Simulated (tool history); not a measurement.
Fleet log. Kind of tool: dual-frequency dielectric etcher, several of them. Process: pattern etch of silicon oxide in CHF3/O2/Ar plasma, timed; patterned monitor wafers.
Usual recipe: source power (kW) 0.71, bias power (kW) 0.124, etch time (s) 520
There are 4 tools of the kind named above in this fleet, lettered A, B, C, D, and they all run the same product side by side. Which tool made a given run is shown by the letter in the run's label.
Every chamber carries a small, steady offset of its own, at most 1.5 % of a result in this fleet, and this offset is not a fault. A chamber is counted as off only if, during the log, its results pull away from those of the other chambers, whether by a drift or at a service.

| run | day | source power (kW) | bias power (kW) | etch time (s) | read-back reference wafer on the same gauge, depth_nm | mean etch depth across the wafer (angstrom) |
|---|---|---|---|---|---|---|
| 1B | 0.117 | 0.71 | 0.124 | 520 | 892.79 | 9853.3 |
| 2A | 0.275 | 0.71 | 0.124 | 520 | 892.94 | 9760.2 |
| 3D | 0.379 | 0.71 | 0.124 | 520 | 892.28 | 9728.8 |
| 4C | 0.55 | 0.71 | 0.124 | 520 | 891.95 | 9736.7 |
| 5A | 0.658 | 0.82 | 0.124 | 587.5 | 892.86 | 11634 |
| 6B | 0.796 | 0.82 | 0.124 | 587.5 | 892.15 | 11761 |
| 7D | 0.921 | 0.82 | 0.124 | 587.5 | 892.39 | 11669 |
| 8C | 1.129 | 0.82 | 0.124 | 587.5 | 891.71 | 11609 |
| 9B | 1.346 | 0.71 | 0.124 | 520 | 891.86 | 9794.3 |
| 10D | 1.538 | 0.71 | 0.124 | 372.5 | 891.73 | 6968.9 |
| 11A | 1.7 | 0.71 | 0.124 | 372.5 | 891.33 | 6963.2 |
| 12C | 1.808 | 0.71 | 0.124 | 372.5 | 891.17 | 6942.5 |
| 13A | 1.988 | 0.71 | 0.124 | 372.5 | 891.46 | 6987.9 |
|  | 2.038 | chamber D: wet clean of the chamber |
| 14C | 2.183 | 0.71 | 0.124 | 520 | 890.91 | 9679.1 |
| 15B | 2.367 | 0.71 | 0.124 | 520 | 890.58 | 9818.6 |
| 16D | 2.579 | 0.71 | 0.124 | 520 | 890.68 | 9713.7 |
| 17D | 2.75 | 0.71 | 0.124 | 520 | 890.08 | 9688.9 |
| 18B | 2.892 | 0.71 | 0.124 | 520 | 890.18 | 9826.7 |
| 19C | 3.017 | 0.71 | 0.124 | 520 | 890.27 | 9697.7 |
| 20A | 3.142 | 0.71 | 0.124 | 520 | 890.11 | 9728.1 |
| 21A | 3.362 | 0.71 | 0.124 | 520 | 889.9 | 9735.2 |
| 22D | 3.479 | 0.71 | 0.124 | 520 | 889.55 | 9708.6 |
| 23C | 3.638 | 0.71 | 0.124 | 520 | 889.47 | 9687.3 |
| 24B | 3.742 | 0.71 | 0.124 | 520 | 889.45 | 9801.4 |
| 25B | 3.95 | 0.71 | 0.124 | 520 | 889.44 | 9818.9 |
| 26A | 4.054 | 0.71 | 0.124 | 520 | 889.29 | 9739.6 |
| 27C | 4.179 | 0.56 | 0.147 | 520 | 888.67 | 9302.6 |
| 28D | 4.367 | 0.56 | 0.147 | 520 | 888.9 | 9307.1 |
| 29B | 4.604 | 0.56 | 0.147 | 520 | 888.81 | 9430.1 |
| 30D | 4.775 | 0.56 | 0.147 | 520 | 888.61 | 9283.1 |
| 31A | 4.967 | 0.71 | 0.124 | 520 | 888.45 | 9733.4 |
| 32C | 5.192 | 0.71 | 0.124 | 520 | 888.27 | 9689.8 |
| 33A | 5.304 | 0.71 | 0.124 | 520 | 888.37 | 9693.7 |
| 34D | 5.45 | 0.71 | 0.124 | 520 | 887.91 | 9661.8 |
| 35B | 5.662 | 0.71 | 0.124 | 520 | 887.78 | 9783.5 |
| 36C | 5.792 | 0.71 | 0.124 | 520 | 887.45 | 9697.7 |
| 37A | 5.917 | 0.71 | 0.124 | 379 | 887.41 | 7055.6 |
| 38B | 6.038 | 0.71 | 0.124 | 379 | 887.43 | 7142.7 |
| 39C | 6.2 | 0.71 | 0.124 | 379 | 887.48 | 7050 |
| 40D | 6.388 | 0.71 | 0.124 | 379 | 887.14 | 7064.7 |

Next, every chamber runs the same settings. What will each give?
| 41A | 6.558 | 0.71 | 0.124 | 455 |  | ? |
| 41B | 6.558 | 0.71 | 0.124 | 455 |  | ? |
| 41C | 6.558 | 0.71 | 0.124 | 455 |  | ? |
| 41D | 6.558 | 0.71 | 0.124 | 455 |  | ? |

| run | mean etch depth across the wafer (angstrom) |
|---|---|
| 41A | 8482.5 |
| 41B | 8572.7 |
| 41C | 8454.2 |
| 41D | 8447.6 |

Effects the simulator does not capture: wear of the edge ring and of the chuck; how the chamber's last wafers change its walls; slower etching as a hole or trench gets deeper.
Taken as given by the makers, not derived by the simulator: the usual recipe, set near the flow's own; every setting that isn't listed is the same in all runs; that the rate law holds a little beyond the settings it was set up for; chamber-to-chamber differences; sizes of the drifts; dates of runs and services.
